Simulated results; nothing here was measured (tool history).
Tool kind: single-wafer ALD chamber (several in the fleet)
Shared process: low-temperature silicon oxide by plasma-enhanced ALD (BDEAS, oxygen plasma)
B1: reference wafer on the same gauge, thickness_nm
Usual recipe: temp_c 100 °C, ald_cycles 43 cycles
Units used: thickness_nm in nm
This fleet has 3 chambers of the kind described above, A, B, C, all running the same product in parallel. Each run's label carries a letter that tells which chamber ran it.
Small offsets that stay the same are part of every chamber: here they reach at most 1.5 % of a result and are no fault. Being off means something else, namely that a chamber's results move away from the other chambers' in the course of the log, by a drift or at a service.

run 1A hour=2.6 | temp_c=100 ald_cycles=43 | B1=4.9386 | thickness_nm=6.0716
run 2C hour=6.3 | temp_c=100 ald_cycles=43 | B1=4.9344 | thickness_nm=6.2117
run 3B hour=8.7 | temp_c=100 ald_cycles=43 | B1=4.9351 | thickness_nm=6.1571
run 4A hour=12.9 | temp_c=100 ald_cycles=43 | B1=4.9329 | thickness_nm=6.0369
run 5C hour=15.0 | temp_c=100 ald_cycles=43 | B1=4.9316 | thickness_nm=6.2011
run 6B hour=18.0 | temp_c=100 ald_cycles=43 | B1=4.9301 | thickness_nm=6.1327
run 7A hour=22.4 | temp_c=100 ald_cycles=43 | B1=4.9272 | thickness_nm=6.0505
run 8C hour=26.1 | temp_c=100 ald_cycles=43 | B1=4.9271 | thickness_nm=6.1910
run 9B hour=28.4 | temp_c=100 ald_cycles=43 | B1=4.9241 | thickness_nm=6.1362
run 10C hour=32.2 | temp_c=100 ald_cycles=43 | B1=4.9236 | thickness_nm=6.1912
run 11A hour=34.3 | temp_c=100 ald_cycles=43 | B1=4.9222 | thickness_nm=6.0426
run 12B hour=36.4 | temp_c=100 ald_cycles=43 | B1=4.9230 | thickness_nm=6.1050
run 13A hour=40.6 | temp_c=100 ald_cycles=43 | B1=4.9180 | thickness_nm=6.0294
run 14C hour=43.6 | temp_c=100 ald_cycles=43 | B1=4.9180 | thickness_nm=6.1663
run 15B hour=47.8 | temp_c=100 ald_cycles=43 | B1=4.9170 | thickness_nm=6.1183
run 16A hour=51.2 | temp_c=100 ald_cycles=43 | B1=4.9112 | thickness_nm=6.0247
run 17B hour=53.6 | temp_c=100 ald_cycles=43 | B1=4.9095 | thickness_nm=6.1075
run 18C hour=55.7 | temp_c=100 ald_cycles=43 | B1=4.9106 | thickness_nm=6.1621
run 19A hour=58.7 | temp_c=100 ald_cycles=43 | B1=4.9070 | thickness_nm=6.0318
run 20B hour=62.2 | temp_c=100 ald_cycles=43 | B1=4.9065 | thickness_nm=6.0988
run 21C hour=64.4 | temp_c=100 ald_cycles=43 | B1=4.9061 | thickness_nm=6.1764

Predict what each chamber gives when all 3 of them run the settings below next.
run 22A hour=67.5 | temp_c=100 ald_cycles=43 | thickness_nm=?
run 22B hour=67.5 | temp_c=100 ald_cycles=43 | thickness_nm=?
run 22C hour=67.5 | temp_c=100 ald_cycles=43 | thickness_nm=?

run=22A thickness_nm=6.0285
run=22B thickness_nm=6.1240
run=22C thickness_nm=6.1810
